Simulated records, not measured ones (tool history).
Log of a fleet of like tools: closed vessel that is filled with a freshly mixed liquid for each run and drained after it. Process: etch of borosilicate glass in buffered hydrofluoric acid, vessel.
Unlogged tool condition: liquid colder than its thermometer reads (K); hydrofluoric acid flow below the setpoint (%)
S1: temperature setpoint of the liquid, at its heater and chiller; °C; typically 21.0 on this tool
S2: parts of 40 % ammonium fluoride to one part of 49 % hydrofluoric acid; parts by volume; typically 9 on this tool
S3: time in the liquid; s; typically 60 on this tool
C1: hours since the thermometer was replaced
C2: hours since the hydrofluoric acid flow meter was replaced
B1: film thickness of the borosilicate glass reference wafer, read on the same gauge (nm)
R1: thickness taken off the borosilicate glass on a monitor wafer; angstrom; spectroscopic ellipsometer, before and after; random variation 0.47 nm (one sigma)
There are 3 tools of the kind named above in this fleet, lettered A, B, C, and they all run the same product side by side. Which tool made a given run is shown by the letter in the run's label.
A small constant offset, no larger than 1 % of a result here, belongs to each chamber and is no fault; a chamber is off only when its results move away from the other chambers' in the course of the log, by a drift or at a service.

run,hour,S1,S2,S3,C1,C2,B1,R1
1A,6.0,21.0,9,60,1862.5,570.4,50.002,676.60
2C,15.7,21.0,9,60,87.2,883.2,49.991,679.50
3B,26.3,21.0,9,60,549.2,760.3,50.007,685.40
4B,39.6,21.0,9,60,562.5,773.6,50.004,676.34
5A,48.2,21.0,9,60,1904.7,612.6,49.989,673.23
6C,58.3,21.0,9,60,129.8,925.8,49.995,675.35
7B,71.2,21.0,9,60,594.1,805.2,49.994,678.28
8A,79.0,21.0,9,60,1935.5,643.4,49.988,667.95
9C,91.3,21.0,9,60,162.8,958.8,49.999,684.76
10A,100.2,21.0,9,60,1956.7,664.6,50.009,672.95
11B,114.0,21.0,9,60,636.9,848.0,50.018,672.41
12C,123.6,21.0,9,60,195.1,991.1,49.989,677.28
13C,133.1,21.0,9,60,204.6,1000.6,50.005,674.82
14A,145.7,21.0,9,60,2002.2,710.1,50.007,666.85
15B,153.9,21.0,9,60,676.8,887.9,49.997,673.48
16C,159.9,21.0,9,60,231.4,1027.4,49.995,684.65
17A,166.8,21.0,9,60,2023.3,731.2,49.980,674.03
18B,178.7,21.0,9,60,701.6,912.7,50.014,666.94
19A,190.9,21.0,9,60,2047.4,755.3,49.996,670.30
20C,197.8,21.0,9,60,269.3,1065.3,50.000,677.91
21B,204.8,21.0,9,60,727.7,938.8,50.009,669.33
22A,213.1,21.0,9,60,2069.6,777.5,49.993,668.25
23B,221.5,21.0,9,60,744.4,955.5,49.995,670.33
24C,231.4,21.0,9,60,302.9,1098.9,49.980,694.56
25C,240.6,21.0,9,60,312.1,1108.1,50.009,684.18
26A,248.9,21.0,9,90,2105.4,813.3,49.997,1019.50
# hour 249.4: chamber A: hydrofluoric acid flow meter replaced
27B,260.5,21.0,9,90,783.4,994.5,50.006,983.28
28B,266.6,21.0,9,90,789.5,1000.6,50.004,986.08
29C,277.6,22.5,9,60,349.1,1145.1,50.004,737.74
30A,290.0,22.5,9,60,2146.5,40.7,49.998,729.25
31B,303.5,22.5,9,60,826.4,1037.5,50.003,706.76
32C,311.8,21.0,9,60,383.3,1179.3,50.010,680.21
33A,324.2,21.0,9,85,2180.7,74.9,50.010,939.54
34C,333.4,21.0,9,85,404.9,1200.9,49.985,964.70
35B,345.0,21.0,9,85,867.9,1079.0,49.978,902.94
36A,351.4,21.0,9,60,2207.9,102.1,50.017,676.08
37A,362.8,21.0,9,60,2219.3,113.5,50.011,659.00
38C,375.5,21.0,9,60,447.0,1243.0,49.993,677.05
39B,388.7,21.0,9,60,911.6,1122.7,49.974,640.74
40A,399.2,21.0,9,60,2255.7,149.9,49.990,672.65

Which is it: a chamber that has drifted or been left off by a service, a gauge drift common to all chambers, or only each chamber's usual small offset? If a chamber is off, name it and its likeliest cause.

It is chamber B that slowly wanders off from its peers.
Cause: liquid colder than its thermometer reads (K) = 1.28.
Not necessarily distinguishable in this log from: hydrofluoric acid flow below the setpoint (%).

Which of the 4 candidates below, each the usual settings with something changed and its results left as question marks, puts chamber B back in line with what the other chambers give on the usual settings?
A result is in line if it is within this distance of the other chambers' mean on the usual settings: R1 17.00 angstrom
41B-1,409.1,20.5,9.5,60,,,,?
41B-2,409.1,21.5,9.0,60,,,,?
41B-3,409.1,20.5,9.0,60,,,,?
41B-4,409.1,21.0,8.5,60,,,,?

Average result of the remaining chambers running the usual settings: R1 674.96 angstrom
run,R1
41B-1,593.06
41B-2,649.35
41B-3,614.07
41B-4,670.39
Change 41B-4 lands the chamber within the allowed miss of the other chambers.
